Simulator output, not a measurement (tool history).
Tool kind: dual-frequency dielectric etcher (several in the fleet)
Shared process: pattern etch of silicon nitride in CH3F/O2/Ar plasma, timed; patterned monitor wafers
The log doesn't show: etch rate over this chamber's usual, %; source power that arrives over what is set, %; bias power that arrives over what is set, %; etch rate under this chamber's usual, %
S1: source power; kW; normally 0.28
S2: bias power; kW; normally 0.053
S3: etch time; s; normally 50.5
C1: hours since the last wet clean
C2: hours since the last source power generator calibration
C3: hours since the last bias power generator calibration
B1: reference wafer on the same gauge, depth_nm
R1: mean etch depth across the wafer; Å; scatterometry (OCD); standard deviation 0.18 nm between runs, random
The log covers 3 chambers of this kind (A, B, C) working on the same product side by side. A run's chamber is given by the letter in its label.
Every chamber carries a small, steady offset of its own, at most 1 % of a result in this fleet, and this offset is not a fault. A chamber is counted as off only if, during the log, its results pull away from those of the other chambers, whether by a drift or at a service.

Run 1C, hour 7.8: usual settings; C1 73.1; C2 3709.6; C3 100.9; B1 32.613. Result: R1 275.69 Å.
Run 2B, hour 13.5: usual settings; C1 93.3; C2 2361.3; C3 2955.3; B1 32.63. Result: R1 279.02 Å.
Run 3A, hour 21.4: usual settings; C1 53.1; C2 322; C3 2144.9; B1 32.547. Result: R1 276.29 Å.
Run 4A, hour 30.9: usual settings; C1 62.6; C2 331.5; C3 2154.4; B1 32.569. Result: R1 275.19 Å.
Run 5C, hour 38.2: usual settings; C1 103.5; C2 3740; C3 131.3; B1 32.58. Result: R1 272.21 Å.
Run 6B, hour 47.8: usual settings but S1 0.3 kW, S3 64.5 s; C1 127.6; C2 2395.6; C3 2989.6; B1 32.581. Result: R1 365.45 Å.
Run 7C, hour 58.1: usual settings but S1 0.3 kW, S3 64.5 s; C1 123.4; C2 3759.9; C3 151.2; B1 32.605. Result: R1 368.18 Å.
Run 8B, hour 68.5: usual settings but S1 0.3 kW, S3 64.5 s; C1 148.3; C2 2416.3; C3 3010.3; B1 32.605. Result: R1 363.03 Å.
Run 9A, hour 73.5: usual settings; C1 105.2; C2 374.1; C3 2197; B1 32.591. Result: R1 277.63 Å.
Run 10A, hour 78.6: usual settings; C1 110.3; C2 379.2; C3 2202.1; B1 32.566. Result: R1 277.54 Å.
Run 11B, hour 88.5: usual settings; C1 168.3; C2 2436.3; C3 3030.3; B1 32.628. Result: R1 276.2 Å.
Run 12C, hour 99.8: usual settings; C1 165.1; C2 3801.6; C3 192.9; B1 32.573. Result: R1 277.09 Å.
Run 13A, hour 107.4: usual settings but S2 0.044 kW, S3 64 s; C1 139.1; C2 408; C3 2230.9; B1 32.622. Result: R1 329.47 Å.
Run 14C, hour 117.1: usual settings but S2 0.044 kW, S3 64 s; C1 182.4; C2 3818.9; C3 210.2; B1 32.661. Result: R1 329.95 Å.
Run 15B, hour 127.7: usual settings but S2 0.044 kW, S3 64 s; C1 207.5; C2 2475.5; C3 3069.5; B1 32.62. Result: R1 333.15 Å.
Run 16A, hour 135.9: usual settings; C1 167.6; C2 436.5; C3 2259.4; B1 32.57. Result: R1 275.82 Å.
Run 17C, hour 145.7: usual settings; C1 211; C2 3847.5; C3 238.8; B1 32.654. Result: R1 276.14 Å.
Run 18B, hour 151.4: usual settings; C1 231.2; C2 2499.2; C3 3093.2; B1 32.621. Result: R1 274.61 Å.
Run 19A, hour 156.5: usual settings; C1 188.2; C2 457.1; C3 2280; B1 32.568. Result: R1 277.81 Å.
Run 20C, hour 167.6: usual settings; C1 232.9; C2 3869.4; C3 260.7; B1 32.557. Result: R1 279.27 Å.
Run 21B, hour 174.1: usual settings; C1 253.9; C2 2521.9; C3 3115.9; B1 32.583. Result: R1 278.47 Å.
Run 22C, hour 184.9: usual settings; C1 250.2; C2 3886.7; C3 278; B1 32.595. Result: R1 277.73 Å.
Run 23A, hour 195.3: usual settings but S2 0.044 kW, S3 38.5 s; C1 227; C2 495.9; C3 2318.8; B1 32.589. Result: R1 198.43 Å.
Run 24B, hour 204.4: usual settings but S2 0.044 kW, S3 38.5 s; C1 284.2; C2 2552.2; C3 3146.2; B1 32.587. Result: R1 200.6 Å.
Run 25C, hour 215.7: usual settings but S2 0.044 kW, S3 38.5 s; C1 281; C2 3917.5; C3 308.8; B1 32.609. Result: R1 200.33 Å.
Run 26B, hour 225.8: usual settings but S1 0.24 kW, S3 46 s; C1 305.6; C2 2573.6; C3 3167.6; B1 32.601. Result: R1 238.75 Å.
Run 27A, hour 234.4: usual settings but S1 0.24 kW, S3 46 s; C1 266.1; C2 535; C3 2357.9; B1 32.594. Result: R1 235.04 Å.
Run 28A, hour 241.5: usual settings but S1 0.24 kW, S3 46 s; C1 273.2; C2 542.1; C3 2365; B1 32.549. Result: R1 237.02 Å.
Run 29B, hour 251.6: usual settings; C1 331.4; C2 2599.4; C3 3193.4; B1 32.631. Result: R1 276.99 Å.
Run 30C, hour 261.8: usual settings but S1 0.35 kW, S3 58 s; C1 327.1; C2 3963.6; C3 354.9; B1 32.614. Result: R1 345.47 Å.
At hour 264: chamber B: bias power generator calibrated.
Run 31B, hour 270.3: usual settings but S1 0.35 kW, S3 58 s; C1 350.1; C2 2618.1; C3 6.3; B1 32.606. Result: R1 348.98 Å.
Run 32A, hour 280.6: usual settings but S1 0.35 kW, S3 58 s; C1 312.3; C2 581.2; C3 2404.1; B1 32.666. Result: R1 341.44 Å.
Run 33C, hour 288.7: usual settings; C1 354; C2 3990.5; C3 381.8; B1 32.644. Result: R1 280.39 Å.
Run 34C, hour 298.4: usual settings; C1 363.7; C2 4000.2; C3 391.5; B1 32.616. Result: R1 276.54 Å.
Run 35A, hour 306: usual settings; C1 337.7; C2 606.6; C3 2429.5; B1 32.64. Result: R1 277.79 Å.
Run 36B, hour 317.1: usual settings; C1 396.9; C2 2664.9; C3 53.1; B1 32.594. Result: R1 278.23 Å.
Run 37C, hour 322.2: usual settings; C1 387.5; C2 4024; C3 415.3; B1 32.577. Result: R1 277.22 Å.
Run 38B, hour 330.7: usual settings; C1 410.5; C2 2678.5; C3 66.7; B1 32.557. Result: R1 275.43 Å.
Run 39A, hour 340.2: usual settings; C1 371.9; C2 640.8; C3 2463.7; B1 32.555. Result: R1 279.79 Å.
Run 40A, hour 350.5: usual settings; C1 382.2; C2 651.1; C3 2474; B1 32.664. Result: R1 275.34 Å.
Run 41B, hour 357: usual settings; C1 436.8; C2 2704.8; C3 93; B1 32.63. Result: R1 277.52 Å.
Run 42C, hour 363.7: usual settings; C1 429; C2 4065.5; C3 456.8; B1 32.563. Result: R1 279.2 Å.
Run 43B, hour 374.7: usual settings; C1 454.5; C2 2722.5; C3 110.7; B1 32.612. Result: R1 278.25 Å.

What goes on in this fleet: one chamber off, a drifting gauge, or nothing beyond the chambers' own small offsets? Name the chamber and the cause, if any.

All chambers stay in line apart from their small fixed offsets, and the gauge does not drift.

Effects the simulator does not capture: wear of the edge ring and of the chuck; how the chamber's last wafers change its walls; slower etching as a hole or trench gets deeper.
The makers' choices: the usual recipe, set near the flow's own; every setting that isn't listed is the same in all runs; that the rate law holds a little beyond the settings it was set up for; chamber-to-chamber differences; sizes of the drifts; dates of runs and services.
